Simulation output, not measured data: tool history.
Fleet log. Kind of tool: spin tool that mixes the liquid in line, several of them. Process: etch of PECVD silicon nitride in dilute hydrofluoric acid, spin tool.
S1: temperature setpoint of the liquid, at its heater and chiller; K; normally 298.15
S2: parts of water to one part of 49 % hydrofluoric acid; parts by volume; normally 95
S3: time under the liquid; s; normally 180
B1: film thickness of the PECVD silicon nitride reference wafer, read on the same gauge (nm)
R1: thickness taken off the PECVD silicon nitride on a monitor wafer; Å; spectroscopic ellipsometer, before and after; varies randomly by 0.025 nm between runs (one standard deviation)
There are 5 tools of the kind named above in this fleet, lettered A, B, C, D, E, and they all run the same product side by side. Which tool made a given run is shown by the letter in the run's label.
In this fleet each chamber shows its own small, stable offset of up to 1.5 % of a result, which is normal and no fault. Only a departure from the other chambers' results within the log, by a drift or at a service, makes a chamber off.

Run 1C, hour 11.5: usual settings; B1 89.994. Result: R1 34.423 Å.
Run 2B, hour 17.8: usual settings; B1 90.009. Result: R1 34.315 Å.
Run 3A, hour 30.9: usual settings; B1 90.033. Result: R1 35.049 Å.
Run 4E, hour 41.4: usual settings; B1 89.972. Result: R1 34.304 Å.
Run 5D, hour 54.8: usual settings; B1 89.975. Result: R1 34.991 Å.
Run 6A, hour 62: usual settings; B1 90.005. Result: R1 34.559 Å.
Run 7D, hour 75.2: usual settings; B1 89.98. Result: R1 34.893 Å.
Run 8B, hour 86.4: usual settings; B1 90.006. Result: R1 34.425 Å.
Run 9E, hour 93.3: usual settings; B1 90.012. Result: R1 33.992 Å.
Run 10C, hour 101.5: usual settings; B1 89.998. Result: R1 34.615 Å.
Run 11A, hour 112.3: usual settings; B1 90.007. Result: R1 34.539 Å.
Run 12D, hour 123: usual settings; B1 90.018. Result: R1 34.587 Å.
Run 13E, hour 135.1: usual settings; B1 90.011. Result: R1 34.434 Å.
Run 14B, hour 147.6: usual settings; B1 90.035. Result: R1 34.736 Å.
Run 15C, hour 153.8: usual settings; B1 89.977. Result: R1 34.483 Å.
Run 16B, hour 161.3: usual settings; B1 89.974. Result: R1 34.216 Å.
Run 17A, hour 173.6: usual settings; B1 90.018. Result: R1 35.281 Å.
Run 18D, hour 185.5: usual settings; B1 89.996. Result: R1 34.685 Å.
Run 19C, hour 198.7: usual settings; B1 89.993. Result: R1 34.172 Å.
Run 20E, hour 210.4: usual settings; B1 90.002. Result: R1 34.124 Å.
Run 21A, hour 222: usual settings; B1 89.993. Result: R1 35.714 Å.
Run 22C, hour 235.1: usual settings but S2 65 parts by volume; B1 90.005. Result: R1 50.601 Å.
At hour 240.2: chamber D: thermometer replaced.
Run 23B, hour 248.7: usual settings but S2 65 parts by volume; B1 89.999. Result: R1 50.337 Å.
Run 24E, hour 258.6: usual settings but S2 65 parts by volume; B1 89.995. Result: R1 48.872 Å.
Run 25D, hour 269.3: usual settings but S2 65 parts by volume; B1 90.005. Result: R1 50.571 Å.
At hour 276: chamber B: thermometer replaced.
At hour 277.2: chamber B: hydrofluoric acid flow meter replaced.
Run 26B, hour 280.5: usual settings but S2 65 parts by volume; B1 90.008. Result: R1 50.214 Å.
At hour 283.3: chamber A: hydrofluoric acid flow meter replaced.
Run 27A, hour 293.2: usual settings but S2 135 parts by volume, S3 85 s; B1 89.981. Result: R1 12.294 Å.
Run 28D, hour 302.6: usual settings but S2 135 parts by volume, S3 85 s; B1 90.003. Result: R1 11.549 Å.
Run 29E, hour 310.9: usual settings but S2 135 parts by volume, S3 85 s; B1 89.978. Result: R1 11.436 Å.
Run 30C, hour 322.5: usual settings but S2 135 parts by volume, S3 85 s; B1 89.979. Result: R1 11.683 Å.
Run 31B, hour 335.3: usual settings but S2 135 parts by volume, S3 85 s; B1 89.999. Result: R1 11.423 Å.
Run 32A, hour 344: usual settings; B1 89.994. Result: R1 37.562 Å.
Run 33C, hour 351.9: usual settings; B1 89.999. Result: R1 34.653 Å.
Run 34D, hour 364.2: usual settings; B1 89.99. Result: R1 34.891 Å.
Run 35E, hour 371.4: usual settings; B1 90.01. Result: R1 34.278 Å.
Run 36A, hour 383.3: usual settings; B1 89.998. Result: R1 37.621 Å.
Run 37D, hour 396.5: usual settings; B1 90.013. Result: R1 34.775 Å.
Run 38B, hour 405.7: usual settings; B1 89.981. Result: R1 34.326 Å.

Next, every chamber runs the same settings. What will each give?
Run 39A, hour 415.5: usual settings. Result: R1 ?.
Run 39B, hour 415.5: usual settings. Result: R1 ?.
Run 39C, hour 415.5: usual settings. Result: R1 ?.
Run 39D, hour 415.5: usual settings. Result: R1 ?.
Run 39E, hour 415.5: usual settings. Result: R1 ?.

run      R1
39A  37.766
39B  34.885
39C  34.459
39D   34.32
39E  34.522

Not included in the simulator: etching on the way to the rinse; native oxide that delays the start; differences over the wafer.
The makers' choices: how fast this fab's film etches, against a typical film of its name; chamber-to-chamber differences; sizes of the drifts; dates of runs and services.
